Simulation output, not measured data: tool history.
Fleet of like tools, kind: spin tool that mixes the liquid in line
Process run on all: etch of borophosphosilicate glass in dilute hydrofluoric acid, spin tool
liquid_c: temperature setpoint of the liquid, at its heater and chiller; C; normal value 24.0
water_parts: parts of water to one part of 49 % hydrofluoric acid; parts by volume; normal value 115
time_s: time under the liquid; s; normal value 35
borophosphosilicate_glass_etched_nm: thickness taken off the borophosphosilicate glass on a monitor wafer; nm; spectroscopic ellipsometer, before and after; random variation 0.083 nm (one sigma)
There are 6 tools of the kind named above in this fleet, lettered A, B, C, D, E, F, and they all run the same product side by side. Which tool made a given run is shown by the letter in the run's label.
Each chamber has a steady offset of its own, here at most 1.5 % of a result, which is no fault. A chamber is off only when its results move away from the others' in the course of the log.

run,hour,liquid_c,water_parts,time_s,"read-back film thickness of the borophosphosilicate glass reference wafer, read on the same gauge (nm)",borophosphosilicate_glass_etched_nm
1D,5.3,24.0,115,35,30.040,17.4420
2F,10.7,24.0,115,35,29.973,17.3480
3B,14.4,24.0,115,35,29.992,17.8810
4C,21.3,24.0,115,35,30.068,17.3270
5A,25.8,24.0,115,35,29.998,17.5290
6E,30.7,24.0,115,35,30.018,17.8250
7D,35.8,24.0,115,35,29.986,17.4350
8F,40.7,24.0,115,35,30.014,17.5350
9C,45.8,24.0,115,35,29.970,17.2840
10E,52.8,24.0,85,35,29.996,24.8980
11B,58.8,24.0,85,35,29.996,24.8880
12A,65.6,24.0,85,35,29.998,24.8320
13E,70.4,24.0,85,35,30.019,24.8640
14B,74.3,24.0,85,35,30.021,25.0290
15A,81.1,24.0,85,35,30.017,24.7730
16C,87.8,24.0,145,45,29.963,17.0470
17D,92.8,24.0,145,45,30.008,17.1730
18F,96.3,24.0,145,45,30.037,17.5130
19C,102.5,24.0,145,45,29.988,16.9570
20E,109.5,24.0,145,45,29.999,17.7430
21A,114.0,24.0,145,45,29.999,17.2450
# hour 114.2: chamber C: hydrofluoric acid flow meter replaced
22D,118.9,24.0,115,35,30.003,17.4350
# hour 125.2: chamber B: thermometer replaced
23B,125.5,24.0,115,15,29.956,7.6892
24F,130.5,24.0,115,15,29.984,7.7737
25A,135.8,24.0,115,15,29.970,7.5601
26D,142.1,24.0,115,15,29.976,7.5147
27C,145.5,24.0,115,15,29.954,7.3664
28E,150.6,24.0,115,15,29.949,7.5983
29F,153.9,24.0,115,35,29.974,18.0840
30B,160.7,24.0,115,35,29.988,17.8860
31E,165.5,24.0,115,35,29.964,17.9740
32A,171.1,24.0,115,35,29.982,17.5990
33B,177.8,24.0,115,35,30.003,17.8970
34F,184.6,24.0,115,35,29.964,18.3710
# hour 185.2: chamber C: thermometer replaced
35D,190.7,24.0,115,35,30.001,17.7160
36C,194.3,24.0,115,35,29.983,17.3320

Read the log: is a single chamber off, either drifting away or since a service, is the gauge that measures every chamber drifting, or is nothing wrong beyond small per-chamber offsets? Name any odd chamber and what most likely caused it.

Chamber F drifts away from the others.
What lies behind it: hydrofluoric acid flow above the setpoint (%) = 5.4.
The log may not separate it from: liquid hotter than its thermometer reads (K).

Chamber F could run next with any of the 4 candidate recipes listed below; each alters the usual settings, and their results appear as question marks. Which one brings its results back in line with what the other chambers deliver on the usual settings?
Allowed miss from the other chambers' usual-settings mean, per result, to count as in line: borophosphosilicate_glass_etched_nm 0.2900 nm
37F-1,199.4,26.0,115,35,,?
37F-2,199.4,24.0,120,35,,?
37F-3,199.4,24.0,110,35,,?
37F-4,199.4,22.0,115,35,,?

The other chambers' mean on the usual settings: borophosphosilicate_glass_etched_nm 17.6400 nm
run,borophosphosilicate_glass_etched_nm
37F-1,20.0450
37F-2,17.6680
37F-3,19.5100
37F-4,17.1390
The answer is 37F-2, which returns the chamber to within the allowed miss of the others.
